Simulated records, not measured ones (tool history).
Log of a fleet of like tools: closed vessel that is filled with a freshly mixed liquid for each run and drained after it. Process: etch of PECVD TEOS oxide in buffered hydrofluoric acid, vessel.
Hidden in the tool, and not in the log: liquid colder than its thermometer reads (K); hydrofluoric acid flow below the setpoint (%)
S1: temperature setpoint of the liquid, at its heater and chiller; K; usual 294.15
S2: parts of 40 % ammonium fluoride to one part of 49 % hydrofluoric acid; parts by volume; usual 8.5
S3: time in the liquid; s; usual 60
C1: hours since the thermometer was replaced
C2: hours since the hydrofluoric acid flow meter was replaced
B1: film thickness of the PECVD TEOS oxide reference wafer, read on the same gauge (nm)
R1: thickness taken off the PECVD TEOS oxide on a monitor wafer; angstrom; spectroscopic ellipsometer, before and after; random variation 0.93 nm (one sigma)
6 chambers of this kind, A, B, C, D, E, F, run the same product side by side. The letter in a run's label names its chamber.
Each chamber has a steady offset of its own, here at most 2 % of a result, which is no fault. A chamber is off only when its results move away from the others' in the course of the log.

run	day	S1	S2	S3	C1	C2	B1	R1
1C	0.475	294.15	8.5	60	542.3	1388.1	150.02	1036.1
2F	0.925	294.15	8.5	60	872.7	613.1	150.03	1078.3
3A	1.346	294.15	8.5	60	1161.4	1425.1	149.99	1060.9
4B	1.892	294.15	8.5	60	530.4	324.3	149.95	1075.9
# day 2.067: chamber A: hydrofluoric acid flow meter replaced
5E	2.333	294.15	8.5	60	215.2	602.8	150.01	1065.9
6D	2.725	294.15	8.5	60	359.3	416.5	149.99	1056.5
7B	3.012	294.15	8.5	60	557.3	351.2	150.01	1079.1
# day 3.1: chamber D: hydrofluoric acid flow meter replaced
8A	3.483	294.15	8.5	60	1212.7	34	149.99	1059.7
9F	4.021	298.65	7.5	60	947	687.4	150.05	1558.1
10D	4.521	298.65	7.5	60	402.4	34.2	150.01	1575.7
11C	5.017	298.65	7.5	60	651.3	1497.1	149.98	1526.8
# day 5.267: chamber B: thermometer replaced
12E	5.404	298.65	7.5	60	288.9	676.5	149.99	1583.1
13F	5.662	298.65	7.5	60	986.4	726.8	149.99	1544.5
14C	6.017	298.65	7.5	60	675.3	1521.1	149.98	1511.5
# day 6.192: chamber C: hydrofluoric acid flow meter replaced
# day 6.279: chamber F: hydrofluoric acid flow meter replaced
15E	6.462	294.15	8.5	60	314.3	701.9	150.05	1050.3
16B	6.888	294.15	7.5	90	38.9	444.2	149.99	1852.5
17D	7.212	294.15	7.5	90	467	98.8	150	1834.5
18A	7.538	294.15	7.5	90	1310	131.3	149.97	1821.8
19E	7.867	294.15	7.5	90	348	735.6	150.01	1825.8
20F	8.267	294.15	7.5	90	1048.9	47.8	149.96	1841.3
21B	8.746	294.15	7.5	90	83.5	488.8	149.99	1834.4
22C	9.129	294.15	8.5	60	750	70.5	149.97	1006.1
23A	9.675	294.15	5	30	1361.3	182.6	150.01	879.26
24D	10.104	294.15	5	30	536.4	168.2	149.98	883.4
25B	10.629	294.15	5	30	128.7	534	150.04	884.82
# day 10.712: chamber F: thermometer replaced
26D	11.129	294.15	5	30	561	192.8	149.95	879.23
27C	11.596	294.15	5	30	809.2	129.7	150	803.13
28E	12.025	294.15	5	30	447.8	835.4	150.01	884.92
29F	12.35	294.15	8.5	60	39.3	145.8	149.97	1071.9
30A	12.617	294.15	8.5	60	1431.9	253.2	150	1066.6
31A	12.996	294.15	8.5	60	1441	262.3	150.06	1071.3
32D	13.508	294.15	8.5	60	618.1	249.9	150.02	1063.6
33E	14.012	294.15	8.5	60	495.5	883.1	150	1042.5
34C	14.375	294.15	8.5	60	875.9	196.4	150.04	953.79
35B	14.646	294.15	8.5	60	225.1	630.4	149.98	1067.1
36F	14.946	294.15	8.5	60	101.6	208.1	150.01	1064.1
37B	15.367	294.15	8.5	60	242.4	647.7	149.99	1071.3
38C	15.854	294.15	8.5	60	911.4	231.9	150.02	930.5

What goes on in this fleet: one chamber off, a drifting gauge, or nothing beyond the chambers' own small offsets? Name the chamber and the cause, if any.

Chamber C drifts away from the others.
Cause: liquid colder than its thermometer reads (K) = 1.98.

Here are 4 candidates for chamber C's next run, each the usual settings with a change, their results left as question marks. Which one brings its results back in line with what the others give on the usual settings?
In line means no further than this from the other chambers' mean on the usual settings: R1 32 angstrom
39C-1	16.246	293.65	8.5	55				?
39C-2	16.246	295.15	8.5	70				?
39C-3	16.246	290.65	8.5	60				?
39C-4	16.246	294.15	7.5	60				?

The other chambers' mean on the usual settings: R1 1064.6 angstrom
run	R1
39C-1	841.57
39C-2	1163.4
39C-3	775.36
39C-4	1078.7
39C-4 brings the chamber back in line.

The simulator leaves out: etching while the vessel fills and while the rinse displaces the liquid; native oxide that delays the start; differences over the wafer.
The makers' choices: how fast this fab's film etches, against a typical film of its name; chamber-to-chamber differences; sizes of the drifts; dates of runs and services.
